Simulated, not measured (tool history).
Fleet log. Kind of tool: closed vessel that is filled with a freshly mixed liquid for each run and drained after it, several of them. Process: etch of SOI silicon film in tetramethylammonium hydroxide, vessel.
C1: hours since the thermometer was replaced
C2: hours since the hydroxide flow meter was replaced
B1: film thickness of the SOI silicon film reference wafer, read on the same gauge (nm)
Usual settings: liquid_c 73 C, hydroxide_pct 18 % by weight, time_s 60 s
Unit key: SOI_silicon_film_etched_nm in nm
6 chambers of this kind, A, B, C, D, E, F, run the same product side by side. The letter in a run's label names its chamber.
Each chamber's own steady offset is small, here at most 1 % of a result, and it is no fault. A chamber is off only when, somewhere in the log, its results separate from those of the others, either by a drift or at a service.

{"run": "1D", "day": 0.221, "liquid_c": 73, "hydroxide_pct": 18, "time_s": 60, "C1": 314.5, "C2": 462.1, "B1": 39.98, "SOI_silicon_film_etched_nm": 403.9}
{"run": "2C", "day": 0.417, "liquid_c": 73, "hydroxide_pct": 18, "time_s": 60, "C1": 412.9, "C2": 656, "B1": 40.006, "SOI_silicon_film_etched_nm": 402.18}
{"run": "3A", "day": 0.712, "liquid_c": 73, "hydroxide_pct": 18, "time_s": 60, "C1": 555.8, "C2": 1312.3, "B1": 39.998, "SOI_silicon_film_etched_nm": 403.08}
{"run": "4B", "day": 0.925, "liquid_c": 73, "hydroxide_pct": 18, "time_s": 60, "C1": 1992.8, "C2": 919, "B1": 40.002, "SOI_silicon_film_etched_nm": 402.33}
{"run": "5E", "day": 1.171, "liquid_c": 73, "hydroxide_pct": 18, "time_s": 60, "C1": 941.5, "C2": 2009.4, "B1": 40.038, "SOI_silicon_film_etched_nm": 402.8}
{"run": "6F", "day": 1.371, "liquid_c": 73, "hydroxide_pct": 18, "time_s": 60, "C1": 536, "C2": 1269.5, "B1": 40.001, "SOI_silicon_film_etched_nm": 400.44}
{"run": "7E", "day": 1.633, "liquid_c": 73, "hydroxide_pct": 18, "time_s": 60, "C1": 952.6, "C2": 2020.5, "B1": 40.006, "SOI_silicon_film_etched_nm": 400.4}
{"run": "8F", "day": 1.896, "liquid_c": 73, "hydroxide_pct": 18, "time_s": 60, "C1": 548.6, "C2": 1282.1, "B1": 40.001, "SOI_silicon_film_etched_nm": 399.76}
{"run": "9D", "day": 2.125, "liquid_c": 73, "hydroxide_pct": 18, "time_s": 60, "C1": 360.2, "C2": 507.8, "B1": 39.976, "SOI_silicon_film_etched_nm": 408.82}
{"run": "10A", "day": 2.425, "liquid_c": 73, "hydroxide_pct": 18, "time_s": 60, "C1": 596.9, "C2": 1353.4, "B1": 39.982, "SOI_silicon_film_etched_nm": 404.66}
{"run": "11B", "day": 2.592, "liquid_c": 73, "hydroxide_pct": 18, "time_s": 60, "C1": 2032.8, "C2": 959, "B1": 39.975, "SOI_silicon_film_etched_nm": 399.56}
{"run": "12C", "day": 2.838, "liquid_c": 73, "hydroxide_pct": 18, "time_s": 60, "C1": 471, "C2": 714.1, "B1": 40.031, "SOI_silicon_film_etched_nm": 398.29}
{"run": "13D", "day": 3.004, "liquid_c": 73, "hydroxide_pct": 18, "time_s": 60, "C1": 381.3, "C2": 528.9, "B1": 40.018, "SOI_silicon_film_etched_nm": 406.45}
{"run": "14A", "day": 3.296, "liquid_c": 73, "hydroxide_pct": 18, "time_s": 60, "C1": 617.8, "C2": 1374.3, "B1": 40, "SOI_silicon_film_etched_nm": 405.17}
{"day": 3.404, "done": "chamber E: hydroxide flow meter replaced"}
{"day": 3.55, "done": "chamber C: hydroxide flow meter replaced"}
{"run": "15C", "day": 3.55, "liquid_c": 73, "hydroxide_pct": 18, "time_s": 60, "C1": 488.1, "C2": 0, "B1": 39.999, "SOI_silicon_film_etched_nm": 404}
{"run": "16E", "day": 3.779, "liquid_c": 73, "hydroxide_pct": 18, "time_s": 60, "C1": 1004.1, "C2": 9.1, "B1": 39.977, "SOI_silicon_film_etched_nm": 405.7}
{"run": "17F", "day": 3.929, "liquid_c": 73, "hydroxide_pct": 18, "time_s": 60, "C1": 597.4, "C2": 1330.9, "B1": 40.012, "SOI_silicon_film_etched_nm": 404.46}
{"run": "18B", "day": 4.154, "liquid_c": 73, "hydroxide_pct": 18, "time_s": 60, "C1": 2070.3, "C2": 996.5, "B1": 39.978, "SOI_silicon_film_etched_nm": 403.27}
{"run": "19E", "day": 4.354, "liquid_c": 73, "hydroxide_pct": 22, "time_s": 45, "C1": 1017.9, "C2": 22.9, "B1": 40.025, "SOI_silicon_film_etched_nm": 276.87}
{"run": "20F", "day": 4.642, "liquid_c": 73, "hydroxide_pct": 22, "time_s": 45, "C1": 614.5, "C2": 1348, "B1": 40.014, "SOI_silicon_film_etched_nm": 276.34}
{"run": "21D", "day": 4.938, "liquid_c": 73, "hydroxide_pct": 22, "time_s": 45, "C1": 427.7, "C2": 575.3, "B1": 40.013, "SOI_silicon_film_etched_nm": 278.13}
{"run": "22C", "day": 5.117, "liquid_c": 73, "hydroxide_pct": 22, "time_s": 45, "C1": 525.7, "C2": 37.6, "B1": 40.015, "SOI_silicon_film_etched_nm": 274.1}
{"run": "23A", "day": 5.396, "liquid_c": 73, "hydroxide_pct": 22, "time_s": 45, "C1": 668.2, "C2": 1424.7, "B1": 39.976, "SOI_silicon_film_etched_nm": 274.41}
{"run": "24B", "day": 5.658, "liquid_c": 73, "hydroxide_pct": 22, "time_s": 45, "C1": 2106.4, "C2": 1032.6, "B1": 40.009, "SOI_silicon_film_etched_nm": 273.54}
{"run": "25A", "day": 5.875, "liquid_c": 65.5, "hydroxide_pct": 18, "time_s": 40, "C1": 679.7, "C2": 1436.2, "B1": 39.994, "SOI_silicon_film_etched_nm": 169.66}
{"run": "26F", "day": 6.162, "liquid_c": 65.5, "hydroxide_pct": 18, "time_s": 40, "C1": 651, "C2": 1384.5, "B1": 39.994, "SOI_silicon_film_etched_nm": 170.97}
{"run": "27E", "day": 6.392, "liquid_c": 65.5, "hydroxide_pct": 18, "time_s": 40, "C1": 1066.8, "C2": 71.8, "B1": 40.017, "SOI_silicon_film_etched_nm": 174.74}
{"run": "28C", "day": 6.538, "liquid_c": 65.5, "hydroxide_pct": 18, "time_s": 40, "C1": 559.8, "C2": 71.7, "B1": 40.003, "SOI_silicon_film_etched_nm": 170.85}
{"run": "29B", "day": 6.842, "liquid_c": 65.5, "hydroxide_pct": 18, "time_s": 40, "C1": 2134.8, "C2": 1061, "B1": 39.993, "SOI_silicon_film_etched_nm": 172.4}
{"run": "30D", "day": 7.0, "liquid_c": 65.5, "hydroxide_pct": 18, "time_s": 40, "C1": 477.2, "C2": 624.8, "B1": 39.985, "SOI_silicon_film_etched_nm": 171.91}
{"run": "31F", "day": 7.154, "liquid_c": 77.5, "hydroxide_pct": 18, "time_s": 75, "C1": 674.8, "C2": 1408.3, "B1": 39.98, "SOI_silicon_film_etched_nm": 656.27}
{"run": "32B", "day": 7.354, "liquid_c": 77.5, "hydroxide_pct": 18, "time_s": 75, "C1": 2147.1, "C2": 1073.3, "B1": 40.013, "SOI_silicon_film_etched_nm": 651.77}
{"run": "33E", "day": 7.6, "liquid_c": 77.5, "hydroxide_pct": 18, "time_s": 75, "C1": 1095.8, "C2": 100.8, "B1": 40.023, "SOI_silicon_film_etched_nm": 649.47}
{"run": "34A", "day": 7.892, "liquid_c": 77.5, "hydroxide_pct": 18, "time_s": 75, "C1": 728.1, "C2": 1484.6, "B1": 40.006, "SOI_silicon_film_etched_nm": 654.05}
{"day": 8.05, "done": "chamber D: thermometer replaced"}
{"run": "35D", "day": 8.108, "liquid_c": 77.5, "hydroxide_pct": 18, "time_s": 75, "C1": 1.4, "C2": 651.4, "B1": 39.979, "SOI_silicon_film_etched_nm": 657.12}
{"run": "36C", "day": 8.267, "liquid_c": 77.5, "hydroxide_pct": 18, "time_s": 75, "C1": 601.3, "C2": 113.2, "B1": 39.957, "SOI_silicon_film_etched_nm": 647.13}
{"run": "37A", "day": 8.475, "liquid_c": 73, "hydroxide_pct": 18, "time_s": 60, "C1": 742.1, "C2": 1498.6, "B1": 40.017, "SOI_silicon_film_etched_nm": 398.66}
{"run": "38B", "day": 8.717, "liquid_c": 73, "hydroxide_pct": 18, "time_s": 60, "C1": 2179.8, "C2": 1106, "B1": 39.987, "SOI_silicon_film_etched_nm": 405.89}
{"run": "39D", "day": 9.0, "liquid_c": 73, "hydroxide_pct": 18, "time_s": 60, "C1": 22.8, "C2": 672.8, "B1": 40.014, "SOI_silicon_film_etched_nm": 405.59}
{"run": "40C", "day": 9.25, "liquid_c": 73, "hydroxide_pct": 18, "time_s": 45, "C1": 624.9, "C2": 136.8, "B1": 40.001, "SOI_silicon_film_etched_nm": 301.41}
{"run": "41E", "day": 9.571, "liquid_c": 73, "hydroxide_pct": 18, "time_s": 45, "C1": 1143.1, "C2": 148.1, "B1": 39.968, "SOI_silicon_film_etched_nm": 302.1}

All 6 chambers run these settings next. Forecast each chamber's results:
{"run": "42A", "day": 9.808, "liquid_c": 73, "hydroxide_pct": 18, "time_s": 35, "SOI_silicon_film_etched_nm": "?"}
{"run": "42B", "day": 9.808, "liquid_c": 73, "hydroxide_pct": 18, "time_s": 35, "SOI_silicon_film_etched_nm": "?"}
{"run": "42C", "day": 9.808, "liquid_c": 73, "hydroxide_pct": 18, "time_s": 35, "SOI_silicon_film_etched_nm": "?"}
{"run": "42D", "day": 9.808, "liquid_c": 73, "hydroxide_pct": 18, "time_s": 35, "SOI_silicon_film_etched_nm": "?"}
{"run": "42E", "day": 9.808, "liquid_c": 73, "hydroxide_pct": 18, "time_s": 35, "SOI_silicon_film_etched_nm": "?"}
{"run": "42F", "day": 9.808, "liquid_c": 73, "hydroxide_pct": 18, "time_s": 35, "SOI_silicon_film_etched_nm": "?"}

run=42A SOI_silicon_film_etched_nm=235.37
run=42B SOI_silicon_film_etched_nm=236.13
run=42C SOI_silicon_film_etched_nm=236.98
run=42D SOI_silicon_film_etched_nm=237.98
run=42E SOI_silicon_film_etched_nm=234.2
run=42F SOI_silicon_film_etched_nm=234.96
